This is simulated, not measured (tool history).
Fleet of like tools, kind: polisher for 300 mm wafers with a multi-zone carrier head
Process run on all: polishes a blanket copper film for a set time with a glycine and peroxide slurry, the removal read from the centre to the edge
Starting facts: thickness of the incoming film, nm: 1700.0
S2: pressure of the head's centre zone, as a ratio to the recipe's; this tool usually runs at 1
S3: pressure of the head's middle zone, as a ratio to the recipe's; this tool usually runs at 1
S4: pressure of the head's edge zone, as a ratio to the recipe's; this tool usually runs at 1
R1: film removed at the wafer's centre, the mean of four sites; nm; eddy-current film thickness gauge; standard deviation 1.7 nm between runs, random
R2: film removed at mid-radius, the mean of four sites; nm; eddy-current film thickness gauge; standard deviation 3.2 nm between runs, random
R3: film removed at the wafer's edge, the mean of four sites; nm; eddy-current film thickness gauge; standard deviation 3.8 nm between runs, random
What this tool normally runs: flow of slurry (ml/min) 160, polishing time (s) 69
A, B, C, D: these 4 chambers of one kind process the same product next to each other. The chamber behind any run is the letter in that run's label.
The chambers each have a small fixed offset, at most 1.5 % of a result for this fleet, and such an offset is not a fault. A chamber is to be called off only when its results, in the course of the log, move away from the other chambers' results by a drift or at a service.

run 1C hour=3.6 | flow_of_slurry_(ml/min)=160 S2=1 S3=1 S4=1 polishing_time_(s)=69 | R1=271.89 R2=269.91 R3=276.39
run 2B hour=7.8 | flow_of_slurry_(ml/min)=160 S2=1 S3=1 S4=1 polishing_time_(s)=69 | R1=276.09 R2=265.92 R3=267.25
run 3A hour=11.7 | flow_of_slurry_(ml/min)=160 S2=1 S3=1 S4=1 polishing_time_(s)=69 | R1=269.74 R2=271.64 R3=273.92
-- hour=18.4 chamber B: centre zone pressure recalibrated
run 4D hour=18.6 | flow_of_slurry_(ml/min)=160 S2=1 S3=1 S4=1 polishing_time_(s)=69 | R1=272.32 R2=268.84 R3=272.52
run 5D hour=23.2 | flow_of_slurry_(ml/min)=160 S2=1 S3=1 S4=1 polishing_time_(s)=69 | R1=271.76 R2=271.06 R3=275.09
-- hour=23.4 chamber D: worn pad replaced by a new one
run 6C hour=29 | flow_of_slurry_(ml/min)=160 S2=1 S3=1 S4=1 polishing_time_(s)=69 | R1=270.45 R2=265.87 R3=268.38
run 7A hour=36.2 | flow_of_slurry_(ml/min)=160 S2=1 S3=1 S4=1 polishing_time_(s)=69 | R1=269.62 R2=270.73 R3=271.74
run 8B hour=43.6 | flow_of_slurry_(ml/min)=160 S2=1 S3=1 S4=1 polishing_time_(s)=69 | R1=275.93 R2=274.98 R3=276.67
run 9D hour=48.5 | flow_of_slurry_(ml/min)=160 S2=1 S3=1 S4=1.04 polishing_time_(s)=59 | R1=232.37 R2=230.27 R3=236.88
run 10B hour=54.2 | flow_of_slurry_(ml/min)=160 S2=1 S3=1 S4=1.04 polishing_time_(s)=59 | R1=234.83 R2=236.78 R3=239.83
-- hour=55.6 chamber C: worn pad replaced by a new one
run 11C hour=59.2 | flow_of_slurry_(ml/min)=160 S2=1 S3=1 S4=1.04 polishing_time_(s)=59 | R1=233.65 R2=233.26 R3=234.22
-- hour=64.6 chamber B: worn pad replaced by a new one
run 12A hour=64.8 | flow_of_slurry_(ml/min)=160 S2=1 S3=1 S4=1.04 polishing_time_(s)=59 | R1=233.51 R2=232.19 R3=236.77
-- hour=70.4 chamber D: slurry nozzle cleaned
run 13A hour=71.1 | flow_of_slurry_(ml/min)=160 S2=1 S3=1 S4=1 polishing_time_(s)=69 | R1=274.1 R2=267.6 R3=271.29
-- hour=71.4 chamber A: worn pad replaced by a new one
run 14D hour=76.4 | flow_of_slurry_(ml/min)=160 S2=1 S3=1 S4=1 polishing_time_(s)=69 | R1=270.95 R2=268.07 R3=278.6
run 15C hour=81.7 | flow_of_slurry_(ml/min)=160 S2=1 S3=1 S4=1 polishing_time_(s)=69 | R1=274.23 R2=267.28 R3=277.63
-- hour=84.9 chamber D: worn pad replaced by a new one
run 16B hour=85 | flow_of_slurry_(ml/min)=160 S2=1 S3=1 S4=1 polishing_time_(s)=69 | R1=273.7 R2=271.36 R3=275.79
run 17B hour=92.4 | flow_of_slurry_(ml/min)=160 S2=1 S3=1 S4=1 polishing_time_(s)=69 | R1=276.22 R2=269.71 R3=270.6
run 18D hour=98.9 | flow_of_slurry_(ml/min)=160 S2=1 S3=1 S4=1 polishing_time_(s)=69 | R1=273.63 R2=265.76 R3=269.28
run 19C hour=105.4 | flow_of_slurry_(ml/min)=160 S2=1 S3=1 S4=1 polishing_time_(s)=69 | R1=275.77 R2=275.62 R3=269.27
run 20A hour=112.8 | flow_of_slurry_(ml/min)=160 S2=1 S3=1 S4=1.1 polishing_time_(s)=61 | R1=239.6 R2=241.71 R3=248.98
run 21B hour=119.5 | flow_of_slurry_(ml/min)=160 S2=1 S3=1 S4=1.1 polishing_time_(s)=61 | R1=246.99 R2=239.59 R3=252.92
run 22A hour=124.7 | flow_of_slurry_(ml/min)=160 S2=1 S3=1 S4=1.1 polishing_time_(s)=61 | R1=239.42 R2=238.38 R3=248.2
-- hour=126.5 chamber B: worn pad replaced by a new one
run 23D hour=132.1 | flow_of_slurry_(ml/min)=160 S2=1 S3=1 S4=1.1 polishing_time_(s)=61 | R1=239.89 R2=241.03 R3=251.07
-- hour=136.9 chamber C: worn pad replaced by a new one
run 24C hour=139.1 | flow_of_slurry_(ml/min)=160 S2=1 S3=1 S4=1 polishing_time_(s)=69 | R1=272.45 R2=269.08 R3=271.67
run 25A hour=145.2 | flow_of_slurry_(ml/min)=160 S2=1 S3=1 S4=1 polishing_time_(s)=69 | R1=273.02 R2=276.2 R3=277.7
-- hour=150.4 chamber A: worn pad replaced by a new one
run 26D hour=151.7 | flow_of_slurry_(ml/min)=160 S2=1 S3=1 S4=1 polishing_time_(s)=69 | R1=271.95 R2=267.9 R3=276.66
run 27B hour=155.7 | flow_of_slurry_(ml/min)=160 S2=1 S3=1 S4=1 polishing_time_(s)=69 | R1=277.68 R2=273.19 R3=270.51
-- hour=162.5 chamber D: worn pad replaced by a new one
run 28C hour=162.5 | flow_of_slurry_(ml/min)=160 S2=1 S3=1 S4=1 polishing_time_(s)=69 | R1=270.77 R2=269.48 R3=271.8
run 29C hour=168.4 | flow_of_slurry_(ml/min)=160 S2=1 S3=1 S4=1 polishing_time_(s)=69 | R1=271.94 R2=271.77 R3=277.11
run 30B hour=175.6 | flow_of_slurry_(ml/min)=160 S2=1 S3=1 S4=1 polishing_time_(s)=69 | R1=274.93 R2=269.11 R3=268.25
run 31D hour=181.2 | flow_of_slurry_(ml/min)=160 S2=1 S3=1 S4=1 polishing_time_(s)=69 | R1=267.38 R2=271.68 R3=275.4
run 32A hour=187 | flow_of_slurry_(ml/min)=160 S2=1 S3=1 S4=1 polishing_time_(s)=69 | R1=272.36 R2=271.86 R3=277.84
-- hour=190.4 chamber B: worn pad replaced by a new one
run 33A hour=193 | flow_of_slurry_(ml/min)=160 S2=1 S3=1 S4=1 polishing_time_(s)=69 | R1=272.25 R2=276.65 R3=277.01
run 34B hour=196.7 | flow_of_slurry_(ml/min)=160 S2=1 S3=1 S4=1 polishing_time_(s)=69 | R1=277.28 R2=273.81 R3=279.79
run 35C hour=201.3 | flow_of_slurry_(ml/min)=160 S2=1 S3=1 S4=1 polishing_time_(s)=69 | R1=271.92 R2=274.91 R3=280.25

Predict what each chamber gives when all 4 of them run the settings below next.
run 36A hour=206.8 | flow_of_slurry_(ml/min)=160 S2=1 S3=1 S4=1 polishing_time_(s)=69 | R1=? R2=? R3=?
run 36B hour=206.8 | flow_of_slurry_(ml/min)=160 S2=1 S3=1 S4=1 polishing_time_(s)=69 | R1=? R2=? R3=?
run 36C hour=206.8 | flow_of_slurry_(ml/min)=160 S2=1 S3=1 S4=1 polishing_time_(s)=69 | R1=? R2=? R3=?
run 36D hour=206.8 | flow_of_slurry_(ml/min)=160 S2=1 S3=1 S4=1 polishing_time_(s)=69 | R1=? R2=? R3=?

run=36A R1=272.75 R2=270.31 R3=269.85
run=36B R1=275.33 R2=269.26 R3=279.48
run=36C R1=271.22 R2=272.29 R3=272.98
run=36D R1=270.39 R2=272.21 R3=273.19
